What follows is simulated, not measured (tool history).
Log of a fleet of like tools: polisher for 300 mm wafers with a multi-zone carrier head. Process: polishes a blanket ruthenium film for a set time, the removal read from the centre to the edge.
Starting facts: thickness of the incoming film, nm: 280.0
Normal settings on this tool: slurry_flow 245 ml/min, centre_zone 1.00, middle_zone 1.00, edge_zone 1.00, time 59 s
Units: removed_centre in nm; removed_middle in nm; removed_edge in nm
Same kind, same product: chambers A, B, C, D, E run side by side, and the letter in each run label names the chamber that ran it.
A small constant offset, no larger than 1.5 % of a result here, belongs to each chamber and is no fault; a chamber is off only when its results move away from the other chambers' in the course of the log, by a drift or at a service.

run,hour,slurry_flow,centre_zone,middle_zone,edge_zone,time,removed_centre,removed_middle,removed_edge
# hour 2.1: chamber B: worn pad replaced by a new one
# hour 4.3: chamber A: worn pad replaced by a new one
# hour 7.2: chamber D: edge zone pressure recalibrated
1C,10.6,245,1.00,1.00,1.00,59,37.522,36.820,37.042
# hour 16.0: chamber C: worn pad replaced by a new one
2E,21.6,245,1.00,1.00,1.00,59,37.606,37.108,36.845
3D,27.8,245,1.00,1.00,1.00,59,36.911,36.981,37.227
# hour 35.3: chamber A: edge zone pressure recalibrated
# hour 36.5: chamber C: edge zone pressure recalibrated
4A,39.6,245,1.00,1.00,1.00,59,37.379,37.176,36.723
# hour 49.9: chamber E: worn pad replaced by a new one
5B,50.5,245,1.00,1.00,1.00,59,37.098,36.953,36.978
# hour 55.4: chamber E: edge zone pressure recalibrated
# hour 63.3: chamber D: worn pad replaced by a new one
6E,64.2,245,1.00,1.00,1.00,59,37.826,37.432,37.204
7C,73.3,245,0.94,0.92,1.00,59,35.207,33.760,37.055
# hour 74.4: chamber A: worn pad replaced by a new one
# hour 75.0: chamber B: worn pad replaced by a new one
8B,86.3,245,0.94,0.92,1.00,59,35.337,33.875,37.042
9D,93.2,245,0.94,0.92,1.00,59,34.912,34.551,37.354
# hour 94.7: chamber C: worn pad replaced by a new one
# hour 97.5: chamber D: centre zone pressure recalibrated
# hour 99.1: chamber E: centre zone pressure recalibrated
10A,106.2,245,0.94,0.92,1.00,59,34.578,34.348,36.670
11E,118.1,245,0.94,0.92,1.00,59,35.264,34.559,37.392
12D,126.3,245,1.00,1.00,1.00,59,37.216,36.728,37.507
# hour 127.3: chamber E: worn pad replaced by a new one
# hour 131.2: chamber B: edge zone pressure recalibrated
# hour 131.4: chamber B: centre zone pressure recalibrated
# hour 138.0: chamber D: worn pad replaced by a new one
13B,139.1,245,1.00,1.00,1.00,59,37.391,36.557,36.897
14C,145.9,245,1.00,1.00,1.00,59,37.215,36.758,37.132
# hour 147.5: chamber C: slurry nozzle cleaned
# hour 147.7: chamber B: worn pad replaced by a new one
# hour 155.3: chamber A: worn pad replaced by a new one
15A,158.6,245,1.00,1.00,1.00,59,37.072,36.811,36.638
# hour 166.0: chamber C: worn pad replaced by a new one
16A,168.7,245,1.00,1.00,1.00,59,37.490,37.272,36.806
17C,178.5,245,1.00,1.00,1.00,59,37.525,36.812,37.091
18E,186.5,245,1.00,1.00,1.00,59,37.668,37.593,37.432
19B,195.0,245,1.00,1.00,1.00,59,37.290,36.165,37.162
20D,208.5,245,1.00,1.00,1.00,59,37.463,36.637,37.035
# hour 211.6: chamber E: worn pad replaced by a new one
21B,220.0,245,1.00,1.00,0.95,51,31.888,32.137,30.630
# hour 220.7: chamber A: worn pad replaced by a new one
# hour 228.2: chamber B: worn pad replaced by a new one
# hour 230.4: chamber D: worn pad replaced by a new one
22A,231.6,245,1.00,1.00,0.95,51,32.220,32.726,31.006
# hour 233.8: chamber C: worn pad replaced by a new one
23C,238.2,245,1.00,1.00,0.95,51,31.899,32.060,31.502
# hour 246.5: chamber A: slurry nozzle cleaned
24D,251.9,245,1.00,1.00,0.95,51,31.735,31.815,31.349
25E,263.6,245,1.00,1.00,0.95,51,32.957,32.198,30.978
26B,272.1,245,1.00,1.00,1.00,59,37.238,36.576,37.240
# hour 279.2: chamber E: worn pad replaced by a new one
27E,279.7,245,1.00,1.00,1.00,59,37.396,36.996,37.102
28A,289.0,245,1.00,1.00,1.00,59,37.264,36.935,36.765
# hour 293.0: chamber A: worn pad replaced by a new one
# hour 297.1: chamber C: worn pad replaced by a new one
29C,302.7,245,1.00,1.00,1.00,59,37.285,37.221,37.135
# hour 307.0: chamber B: worn pad replaced by a new one
# hour 311.8: chamber D: worn pad replaced by a new one
30D,313.6,245,1.00,1.00,1.00,59,36.431,37.435,37.114
31D,319.7,245,1.00,1.00,1.00,59,36.894,37.586,36.874
32C,331.2,245,1.00,1.00,1.00,59,37.534,37.156,37.248
33A,344.5,245,1.00,1.00,1.00,59,37.428,36.803,36.796
# hour 349.1: chamber E: worn pad replaced by a new one
34B,356.7,245,1.00,1.00,1.00,59,37.152,36.945,37.216
35E,368.3,245,1.00,1.00,1.00,59,37.281,37.646,37.311

Each of the 5 chambers runs these same settings next. Fill in every chamber's results:
36A,378.3,245,1.00,1.00,1.00,59,?,?,?
36B,378.3,245,1.00,1.00,1.00,59,?,?,?
36C,378.3,245,1.00,1.00,1.00,59,?,?,?
36D,378.3,245,1.00,1.00,1.00,59,?,?,?
36E,378.3,245,1.00,1.00,1.00,59,?,?,?

run,removed_centre,removed_middle,removed_edge
36A,37.440,36.724,36.840
36B,37.148,37.160,37.142
36C,37.500,37.116,36.707
36D,36.835,36.722,37.439
36E,37.732,37.311,37.630

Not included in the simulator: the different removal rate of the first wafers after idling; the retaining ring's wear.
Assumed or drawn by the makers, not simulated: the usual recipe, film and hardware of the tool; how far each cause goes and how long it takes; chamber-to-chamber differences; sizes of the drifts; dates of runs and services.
